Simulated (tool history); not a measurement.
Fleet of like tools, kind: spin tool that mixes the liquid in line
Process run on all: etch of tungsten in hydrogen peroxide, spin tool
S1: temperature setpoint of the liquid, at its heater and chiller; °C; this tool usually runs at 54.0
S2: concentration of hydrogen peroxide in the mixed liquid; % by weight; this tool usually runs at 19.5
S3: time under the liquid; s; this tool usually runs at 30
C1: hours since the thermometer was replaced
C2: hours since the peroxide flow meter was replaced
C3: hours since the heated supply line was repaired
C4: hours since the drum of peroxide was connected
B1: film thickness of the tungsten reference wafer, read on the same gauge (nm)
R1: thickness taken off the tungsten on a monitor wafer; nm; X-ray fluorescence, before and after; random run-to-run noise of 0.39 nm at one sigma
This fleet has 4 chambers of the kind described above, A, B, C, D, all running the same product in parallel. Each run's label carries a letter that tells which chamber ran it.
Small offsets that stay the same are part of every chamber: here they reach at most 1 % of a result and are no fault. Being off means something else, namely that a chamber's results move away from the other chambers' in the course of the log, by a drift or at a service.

run,hour,S1,S2,S3,C1,C2,C3,C4,B1,R1
1B,8.0,54.0,19.5,30,483.7,45.8,2111.6,103.1,150.00,45.387
2A,13.7,54.0,19.5,30,281.6,277.3,1916.1,947.3,150.01,45.087
3C,19.4,54.0,19.5,30,497.7,1060.4,938.4,569.9,150.00,45.477
# hour 21.8: chamber A: heated supply line repaired
4D,25.6,54.0,19.5,30,710.9,619.2,856.7,390.7,149.99,46.106
5A,34.4,54.0,19.5,30,302.3,298.0,12.7,968.0,150.02,45.075
6D,41.1,54.0,19.5,30,726.4,634.7,872.2,406.2,149.99,46.138
7B,47.4,54.0,16.0,20,523.1,85.2,2151.0,142.5,150.01,27.362
8C,54.2,54.0,16.0,20,532.5,1095.2,973.2,604.7,149.96,27.377
9A,60.9,54.0,16.0,20,328.8,324.5,39.2,994.5,150.01,27.259
10C,67.7,54.0,16.0,20,546.0,1108.7,986.7,618.2,149.98,27.327
11D,73.8,54.0,14.0,30,759.1,667.4,904.9,438.9,149.96,38.008
# hour 77.3: chamber C: heated supply line repaired
12B,81.9,54.0,14.0,30,557.6,119.7,2185.5,177.0,149.95,37.759
13C,86.1,54.0,14.0,30,564.4,1127.1,8.9,636.6,149.98,38.377
14A,95.3,54.0,14.0,30,363.2,358.9,73.6,1028.9,150.03,37.961
15D,103.0,54.0,19.5,30,788.3,696.6,934.1,468.1,149.98,45.555
16B,110.8,54.0,19.5,30,586.5,148.6,2214.4,205.9,149.99,43.551
# hour 118.1: chamber C: thermometer replaced
17C,119.6,61.5,19.5,30,1.6,1160.6,42.4,670.1,149.98,69.596
18A,126.1,61.5,19.5,30,394.0,389.7,104.4,1059.7,150.02,70.042
19D,133.8,61.5,19.5,30,819.1,727.4,964.9,498.9,150.00,71.126
20B,138.1,61.5,19.5,30,613.8,175.9,2241.7,233.2,150.02,65.157
21B,145.6,54.0,19.5,30,621.3,183.4,2249.2,240.7,150.01,41.656
# hour 150.7: chamber D: peroxide flow meter replaced
22D,154.6,54.0,19.5,30,839.9,4.0,985.7,519.7,149.99,45.413
23A,159.8,54.0,19.5,30,427.7,423.4,138.1,1093.4,150.05,44.710
# hour 163.2: chamber A: new drum of peroxide connected
24C,167.0,54.0,19.5,30,49.0,1208.0,89.8,717.5,150.04,45.032
25A,171.5,54.0,16.0,45,439.4,435.1,149.8,8.3,149.97,60.551
26C,177.0,54.0,16.0,45,59.0,1218.0,99.8,727.5,149.98,62.254
27D,182.4,54.0,16.0,45,867.7,31.8,1013.5,547.5,149.96,61.594
28B,189.9,54.0,16.0,45,665.6,227.7,2293.5,285.0,150.00,55.375
29B,197.4,60.5,19.5,30,673.1,235.2,2301.0,292.5,150.02,59.703
30D,206.5,60.5,19.5,30,891.8,55.9,1037.6,571.6,149.99,66.200

For the next run the whole fleet of 4 chambers uses the same settings. Give each chamber's results:
31A,213.1,54.0,19.5,30,,,,,,?
31B,213.1,54.0,19.5,30,,,,,,?
31C,213.1,54.0,19.5,30,,,,,,?
31D,213.1,54.0,19.5,30,,,,,,?

run,R1
31A,45.280
31B,40.161
31C,44.671
31D,45.733
